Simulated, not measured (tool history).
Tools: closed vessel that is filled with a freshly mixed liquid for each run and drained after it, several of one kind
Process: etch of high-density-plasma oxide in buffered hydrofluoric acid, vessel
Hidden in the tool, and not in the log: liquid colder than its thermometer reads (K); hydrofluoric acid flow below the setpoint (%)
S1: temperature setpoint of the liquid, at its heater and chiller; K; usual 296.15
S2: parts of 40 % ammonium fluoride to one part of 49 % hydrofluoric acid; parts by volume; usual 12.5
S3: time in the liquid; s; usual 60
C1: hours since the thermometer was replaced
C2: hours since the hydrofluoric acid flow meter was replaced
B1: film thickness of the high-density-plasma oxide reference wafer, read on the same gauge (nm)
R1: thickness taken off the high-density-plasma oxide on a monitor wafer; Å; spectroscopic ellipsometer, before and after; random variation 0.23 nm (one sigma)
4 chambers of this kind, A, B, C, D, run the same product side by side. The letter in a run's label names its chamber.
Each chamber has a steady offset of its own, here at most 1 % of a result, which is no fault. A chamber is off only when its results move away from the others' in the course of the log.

{"run": "1A", "hour": 2.0, "S1": 296.15, "S2": 12.5, "S3": 60, "C1": 1462, "C2": 1480.1, "B1": 29.962, "R1": 571.22}
{"run": "2C", "hour": 4.5, "S1": 296.15, "S2": 12.5, "S3": 60, "C1": 424.5, "C2": 1976.5, "B1": 29.984, "R1": 569.62}
{"run": "3D", "hour": 7.7, "S1": 296.15, "S2": 12.5, "S3": 60, "C1": 453.6, "C2": 483.8, "B1": 30.004, "R1": 567.61}
{"run": "4B", "hour": 9.8, "S1": 296.15, "S2": 12.5, "S3": 60, "C1": 222.4, "C2": 551.5, "B1": 29.988, "R1": 564.19}
{"run": "5D", "hour": 11.7, "S1": 296.15, "S2": 12.5, "S3": 60, "C1": 457.6, "C2": 487.8, "B1": 30.015, "R1": 565.9}
{"run": "6C", "hour": 13.8, "S1": 296.15, "S2": 12.5, "S3": 60, "C1": 433.8, "C2": 1985.8, "B1": 29.998, "R1": 563.12}
{"run": "7A", "hour": 16.8, "S1": 296.15, "S2": 12.5, "S3": 30, "C1": 1476.8, "C2": 1494.9, "B1": 30.037, "R1": 283.71}
{"run": "8B", "hour": 19.7, "S1": 296.15, "S2": 12.5, "S3": 30, "C1": 232.3, "C2": 561.4, "B1": 30.017, "R1": 283.64}
{"run": "9D", "hour": 24.1, "S1": 296.15, "S2": 12.5, "S3": 30, "C1": 470, "C2": 500.2, "B1": 29.992, "R1": 281.55}
{"run": "10B", "hour": 27.1, "S1": 296.15, "S2": 12.5, "S3": 30, "C1": 239.7, "C2": 568.8, "B1": 30.015, "R1": 281.27}
{"run": "11C", "hour": 30.7, "S1": 296.15, "S2": 12.5, "S3": 60, "C1": 450.7, "C2": 2002.7, "B1": 30.021, "R1": 569.34}
{"run": "12A", "hour": 33.9, "S1": 293.65, "S2": 14, "S3": 60, "C1": 1493.9, "C2": 1512, "B1": 29.955, "R1": 446.15}
{"run": "13D", "hour": 37.9, "S1": 293.65, "S2": 14, "S3": 60, "C1": 483.8, "C2": 514, "B1": 30.001, "R1": 438.11}
{"run": "14C", "hour": 42.0, "S1": 293.65, "S2": 14, "S3": 60, "C1": 462, "C2": 2014, "B1": 29.966, "R1": 439.89}
{"hour": 42.5, "done": "chamber C: hydrofluoric acid flow meter replaced"}
{"run": "15B", "hour": 45.2, "S1": 293.65, "S2": 14, "S3": 60, "C1": 257.8, "C2": 586.9, "B1": 30.025, "R1": 443.08}
{"run": "16A", "hour": 49.7, "S1": 300.65, "S2": 12.5, "S3": 35, "C1": 1509.7, "C2": 1527.8, "B1": 30.032, "R1": 419.81}
{"run": "17A", "hour": 51.9, "S1": 300.65, "S2": 12.5, "S3": 35, "C1": 1511.9, "C2": 1530, "B1": 29.99, "R1": 419.93}
{"run": "18B", "hour": 54.8, "S1": 300.65, "S2": 12.5, "S3": 35, "C1": 267.4, "C2": 596.5, "B1": 30.006, "R1": 418.75}
{"run": "19C", "hour": 57.0, "S1": 300.65, "S2": 12.5, "S3": 35, "C1": 477, "C2": 14.5, "B1": 29.985, "R1": 416.53}
{"run": "20D", "hour": 60.4, "S1": 296.15, "S2": 12.5, "S3": 60, "C1": 506.3, "C2": 536.5, "B1": 29.986, "R1": 569.12}
{"run": "21B", "hour": 64.9, "S1": 296.15, "S2": 12.5, "S3": 60, "C1": 277.5, "C2": 606.6, "B1": 29.998, "R1": 566.06}
{"run": "22C", "hour": 68.7, "S1": 296.15, "S2": 12.5, "S3": 60, "C1": 488.7, "C2": 26.2, "B1": 30.014, "R1": 553.89}
{"run": "23A", "hour": 70.7, "S1": 296.15, "S2": 12.5, "S3": 60, "C1": 1530.7, "C2": 1548.8, "B1": 29.994, "R1": 571.81}
{"run": "24D", "hour": 75.0, "S1": 296.15, "S2": 12.5, "S3": 60, "C1": 520.9, "C2": 551.1, "B1": 29.984, "R1": 564.16}
{"run": "25D", "hour": 79.4, "S1": 296.15, "S2": 12.5, "S3": 60, "C1": 525.3, "C2": 555.5, "B1": 30.028, "R1": 565.69}
{"run": "26B", "hour": 82.4, "S1": 296.15, "S2": 12.5, "S3": 60, "C1": 295, "C2": 624.1, "B1": 29.999, "R1": 567.66}
{"run": "27A", "hour": 86.6, "S1": 296.15, "S2": 12.5, "S3": 60, "C1": 1546.6, "C2": 1564.7, "B1": 29.958, "R1": 563.15}
{"run": "28C", "hour": 88.8, "S1": 296.15, "S2": 12.5, "S3": 60, "C1": 508.8, "C2": 46.3, "B1": 30.045, "R1": 547.7}
{"run": "29D", "hour": 90.7, "S1": 296.15, "S2": 15.5, "S3": 90, "C1": 536.6, "C2": 566.8, "B1": 30.03, "R1": 681.88}
{"run": "30B", "hour": 93.9, "S1": 296.15, "S2": 15.5, "S3": 90, "C1": 306.5, "C2": 635.6, "B1": 30.038, "R1": 690.35}
{"run": "31C", "hour": 96.3, "S1": 296.15, "S2": 15.5, "S3": 90, "C1": 516.3, "C2": 53.8, "B1": 29.994, "R1": 664.42}
{"run": "32A", "hour": 99.3, "S1": 296.15, "S2": 15.5, "S3": 90, "C1": 1559.3, "C2": 1577.4, "B1": 29.999, "R1": 691.69}
{"run": "33C", "hour": 101.3, "S1": 296.15, "S2": 12.5, "S3": 60, "C1": 521.3, "C2": 58.8, "B1": 29.939, "R1": 545.37}
{"run": "34B", "hour": 104.2, "S1": 296.15, "S2": 12.5, "S3": 60, "C1": 316.8, "C2": 645.9, "B1": 29.961, "R1": 567.94}
{"run": "35A", "hour": 108.1, "S1": 296.15, "S2": 12.5, "S3": 60, "C1": 1568.1, "C2": 1586.2, "B1": 30.004, "R1": 568.8}
{"run": "36D", "hour": 110.2, "S1": 296.15, "S2": 12.5, "S3": 60, "C1": 556.1, "C2": 586.3, "B1": 29.959, "R1": 564.19}
{"run": "37B", "hour": 113.9, "S1": 296.15, "S2": 8.5, "S3": 75, "C1": 326.5, "C2": 655.6, "B1": 30.009, "R1": 1003.1}
{"run": "38C", "hour": 117.8, "S1": 296.15, "S2": 8.5, "S3": 75, "C1": 537.8, "C2": 75.3, "B1": 30.009, "R1": 939.38}
{"run": "39A", "hour": 121.3, "S1": 296.15, "S2": 8.5, "S3": 75, "C1": 1581.3, "C2": 1599.4, "B1": 30.01, "R1": 992.9}

Next, every chamber runs the same settings. What will each give?
{"run": "40A", "hour": 124.5, "S1": 296.15, "S2": 9, "S3": 60, "R1": "?"}
{"run": "40B", "hour": 124.5, "S1": 296.15, "S2": 9, "S3": 60, "R1": "?"}
{"run": "40C", "hour": 124.5, "S1": 296.15, "S2": 9, "S3": 60, "R1": "?"}
{"run": "40D", "hour": 124.5, "S1": 296.15, "S2": 9, "S3": 60, "R1": "?"}

run=40A R1=748.02
run=40B R1=751.37
run=40C R1=711.85
run=40D R1=749.55

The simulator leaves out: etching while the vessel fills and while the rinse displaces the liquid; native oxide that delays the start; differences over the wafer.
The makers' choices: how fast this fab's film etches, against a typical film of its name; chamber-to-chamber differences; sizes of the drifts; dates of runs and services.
